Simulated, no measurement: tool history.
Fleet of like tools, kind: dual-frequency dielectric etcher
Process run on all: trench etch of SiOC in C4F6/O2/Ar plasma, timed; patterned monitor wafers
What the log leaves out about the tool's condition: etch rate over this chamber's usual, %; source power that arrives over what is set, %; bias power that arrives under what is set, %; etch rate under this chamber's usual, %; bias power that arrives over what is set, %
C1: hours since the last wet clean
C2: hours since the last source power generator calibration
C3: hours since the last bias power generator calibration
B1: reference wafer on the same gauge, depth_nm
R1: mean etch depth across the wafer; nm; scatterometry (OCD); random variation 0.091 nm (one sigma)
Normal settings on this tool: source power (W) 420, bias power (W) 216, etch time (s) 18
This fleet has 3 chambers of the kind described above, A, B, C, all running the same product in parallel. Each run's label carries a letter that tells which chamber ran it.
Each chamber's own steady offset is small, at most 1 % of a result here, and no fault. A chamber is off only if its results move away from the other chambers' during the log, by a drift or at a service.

{"run": "1A", "hour": 8.5, "source power (W)": 420, "bias power (W)": 216, "etch time (s)": 18, "C1": 111.2, "C2": 1642, "C3": 1591.7, "B1": 36.913, "R1": 40.446}
{"run": "2B", "hour": 19.5, "source power (W)": 420, "bias power (W)": 216, "etch time (s)": 18, "C1": 331.9, "C2": 421.8, "C3": 1671, "B1": 36.892, "R1": 40.187}
{"run": "3C", "hour": 25.7, "source power (W)": 420, "bias power (W)": 216, "etch time (s)": 18, "C1": 98.7, "C2": 1431.7, "C3": 197.2, "B1": 36.91, "R1": 40.071}
{"run": "4C", "hour": 32.9, "source power (W)": 420, "bias power (W)": 216, "etch time (s)": 18, "C1": 105.9, "C2": 1438.9, "C3": 204.4, "B1": 36.881, "R1": 40.079}
{"run": "5A", "hour": 42.1, "source power (W)": 420, "bias power (W)": 216, "etch time (s)": 18, "C1": 144.8, "C2": 1675.6, "C3": 1625.3, "B1": 36.905, "R1": 40.502}
{"run": "6B", "hour": 50.2, "source power (W)": 420, "bias power (W)": 216, "etch time (s)": 18, "C1": 362.6, "C2": 452.5, "C3": 1701.7, "B1": 36.911, "R1": 40.094}
{"run": "7B", "hour": 57.3, "source power (W)": 420, "bias power (W)": 216, "etch time (s)": 18, "C1": 369.7, "C2": 459.6, "C3": 1708.8, "B1": 36.902, "R1": 40.376}
{"run": "8C", "hour": 66.1, "source power (W)": 420, "bias power (W)": 216, "etch time (s)": 18, "C1": 139.1, "C2": 1472.1, "C3": 237.6, "B1": 36.913, "R1": 40.129}
{"run": "9A", "hour": 75.0, "source power (W)": 420, "bias power (W)": 216, "etch time (s)": 18, "C1": 177.7, "C2": 1708.5, "C3": 1658.2, "B1": 36.903, "R1": 40.525}
{"run": "10C", "hour": 85.0, "source power (W)": 420, "bias power (W)": 236, "etch time (s)": 18, "C1": 158, "C2": 1491, "C3": 256.5, "B1": 36.891, "R1": 41.305}
{"run": "11B", "hour": 94.7, "source power (W)": 420, "bias power (W)": 236, "etch time (s)": 18, "C1": 407.1, "C2": 497, "C3": 1746.2, "B1": 36.891, "R1": 41.354}
{"run": "12A", "hour": 103.7, "source power (W)": 420, "bias power (W)": 236, "etch time (s)": 18, "C1": 206.4, "C2": 1737.2, "C3": 1686.9, "B1": 36.894, "R1": 41.644}
{"run": "13B", "hour": 113.5, "source power (W)": 420, "bias power (W)": 216, "etch time (s)": 18, "C1": 425.9, "C2": 515.8, "C3": 1765, "B1": 36.902, "R1": 39.969}
{"run": "14A", "hour": 119.7, "source power (W)": 420, "bias power (W)": 216, "etch time (s)": 18, "C1": 222.4, "C2": 1753.2, "C3": 1702.9, "B1": 36.905, "R1": 40.387}
{"run": "15C", "hour": 126.8, "source power (W)": 420, "bias power (W)": 216, "etch time (s)": 18, "C1": 199.8, "C2": 1532.8, "C3": 298.3, "B1": 36.899, "R1": 40.028}
{"run": "16A", "hour": 135.1, "source power (W)": 420, "bias power (W)": 216, "etch time (s)": 18, "C1": 237.8, "C2": 1768.6, "C3": 1718.3, "B1": 36.904, "R1": 40.481}
{"run": "17B", "hour": 147.2, "source power (W)": 420, "bias power (W)": 216, "etch time (s)": 18, "C1": 459.6, "C2": 549.5, "C3": 1798.7, "B1": 36.887, "R1": 40.126}
{"run": "18C", "hour": 159.9, "source power (W)": 420, "bias power (W)": 216, "etch time (s)": 18, "C1": 232.9, "C2": 1565.9, "C3": 331.4, "B1": 36.872, "R1": 40.072}
{"run": "19C", "hour": 167.1, "source power (W)": 500, "bias power (W)": 216, "etch time (s)": 18, "C1": 240.1, "C2": 1573.1, "C3": 338.6, "B1": 36.882, "R1": 43.023}
{"run": "20B", "hour": 173.9, "source power (W)": 500, "bias power (W)": 216, "etch time (s)": 18, "C1": 486.3, "C2": 576.2, "C3": 1825.4, "B1": 36.882, "R1": 42.788}
{"run": "21A", "hour": 185.1, "source power (W)": 500, "bias power (W)": 216, "etch time (s)": 18, "C1": 287.8, "C2": 1818.6, "C3": 1768.3, "B1": 36.899, "R1": 43.444}
{"run": "22B", "hour": 193.8, "source power (W)": 420, "bias power (W)": 172, "etch time (s)": 15.5, "C1": 506.2, "C2": 596.1, "C3": 1845.3, "B1": 36.9, "R1": 32.007}
{"hour": 202.9, "done": "chamber A: bias power generator calibrated"}
{"run": "23C", "hour": 205.5, "source power (W)": 420, "bias power (W)": 172, "etch time (s)": 15.5, "C1": 278.5, "C2": 1611.5, "C3": 377, "B1": 36.905, "R1": 32.089}
{"run": "24A", "hour": 212.0, "source power (W)": 420, "bias power (W)": 172, "etch time (s)": 15.5, "C1": 314.7, "C2": 1845.5, "C3": 9.2, "B1": 36.888, "R1": 32.383}
{"run": "25A", "hour": 222.8, "source power (W)": 420, "bias power (W)": 216, "etch time (s)": 18, "C1": 325.5, "C2": 1856.3, "C3": 20, "B1": 36.892, "R1": 40.503}
{"run": "26C", "hour": 235.2, "source power (W)": 420, "bias power (W)": 216, "etch time (s)": 18, "C1": 308.2, "C2": 1641.2, "C3": 406.7, "B1": 36.904, "R1": 40.124}
{"run": "27B", "hour": 243.8, "source power (W)": 420, "bias power (W)": 216, "etch time (s)": 18, "C1": 556.2, "C2": 646.1, "C3": 1895.3, "B1": 36.891, "R1": 39.825}
{"run": "28C", "hour": 255.4, "source power (W)": 420, "bias power (W)": 216, "etch time (s)": 18, "C1": 328.4, "C2": 1661.4, "C3": 426.9, "B1": 36.917, "R1": 40.067}
{"run": "29B", "hour": 268.8, "source power (W)": 420, "bias power (W)": 216, "etch time (s)": 21, "C1": 581.2, "C2": 671.1, "C3": 1920.3, "B1": 36.906, "R1": 46.695}
{"run": "30A", "hour": 280.2, "source power (W)": 420, "bias power (W)": 216, "etch time (s)": 21, "C1": 382.9, "C2": 1913.7, "C3": 77.4, "B1": 36.92, "R1": 47.165}
{"hour": 285.8, "done": "chamber A: wet clean of the chamber"}
{"run": "31A", "hour": 287.6, "source power (W)": 420, "bias power (W)": 216, "etch time (s)": 21, "C1": 1.9, "C2": 1921.1, "C3": 84.8, "B1": 36.896, "R1": 47.237}
{"run": "32B", "hour": 298.8, "source power (W)": 420, "bias power (W)": 216, "etch time (s)": 18, "C1": 611.2, "C2": 701.1, "C3": 1950.3, "B1": 36.919, "R1": 39.802}
{"run": "33C", "hour": 305.6, "source power (W)": 420, "bias power (W)": 216, "etch time (s)": 18, "C1": 378.6, "C2": 1711.6, "C3": 477.1, "B1": 36.881, "R1": 40.257}
{"run": "34C", "hour": 315.8, "source power (W)": 420, "bias power (W)": 216, "etch time (s)": 18, "C1": 388.8, "C2": 1721.8, "C3": 487.3, "B1": 36.894, "R1": 40.067}
{"hour": 321.1, "done": "chamber C: wet clean of the chamber"}
{"run": "35A", "hour": 326.2, "source power (W)": 420, "bias power (W)": 216, "etch time (s)": 18, "C1": 40.5, "C2": 1959.7, "C3": 123.4, "B1": 36.926, "R1": 40.646}
{"run": "36B", "hour": 338.6, "source power (W)": 420, "bias power (W)": 216, "etch time (s)": 18, "C1": 651, "C2": 740.9, "C3": 1990.1, "B1": 36.879, "R1": 39.724}
{"run": "37A", "hour": 346.0, "source power (W)": 420, "bias power (W)": 216, "etch time (s)": 18, "C1": 60.3, "C2": 1979.5, "C3": 143.2, "B1": 36.885, "R1": 40.543}
{"run": "38B", "hour": 355.8, "source power (W)": 490, "bias power (W)": 216, "etch time (s)": 15, "C1": 668.2, "C2": 758.1, "C3": 2007.3, "B1": 36.927, "R1": 35.184}
{"run": "39C", "hour": 365.0, "source power (W)": 490, "bias power (W)": 216, "etch time (s)": 15, "C1": 44, "C2": 1771, "C3": 536.5, "B1": 36.891, "R1": 35.546}
{"run": "40C", "hour": 374.8, "source power (W)": 490, "bias power (W)": 216, "etch time (s)": 15, "C1": 53.8, "C2": 1780.8, "C3": 546.3, "B1": 36.899, "R1": 35.499}
{"run": "41B", "hour": 384.1, "source power (W)": 420, "bias power (W)": 216, "etch time (s)": 18, "C1": 696.5, "C2": 786.4, "C3": 2035.6, "B1": 36.903, "R1": 39.583}
{"run": "42A", "hour": 395.7, "source power (W)": 420, "bias power (W)": 216, "etch time (s)": 18, "C1": 110, "C2": 2029.2, "C3": 192.9, "B1": 36.908, "R1": 40.56}

Next, all 3 chambers run the settings below, one line each with question marks for the results. What does each chamber give?
{"run": "43A", "hour": 405.3, "source power (W)": 420, "bias power (W)": 216, "etch time (s)": 22.5, "R1": "?"}
{"run": "43B", "hour": 405.3, "source power (W)": 420, "bias power (W)": 216, "etch time (s)": 22.5, "R1": "?"}
{"run": "43C", "hour": 405.3, "source power (W)": 420, "bias power (W)": 216, "etch time (s)": 22.5, "R1": "?"}

run=43A R1=50.513
run=43B R1=49.57
run=43C R1=50.005

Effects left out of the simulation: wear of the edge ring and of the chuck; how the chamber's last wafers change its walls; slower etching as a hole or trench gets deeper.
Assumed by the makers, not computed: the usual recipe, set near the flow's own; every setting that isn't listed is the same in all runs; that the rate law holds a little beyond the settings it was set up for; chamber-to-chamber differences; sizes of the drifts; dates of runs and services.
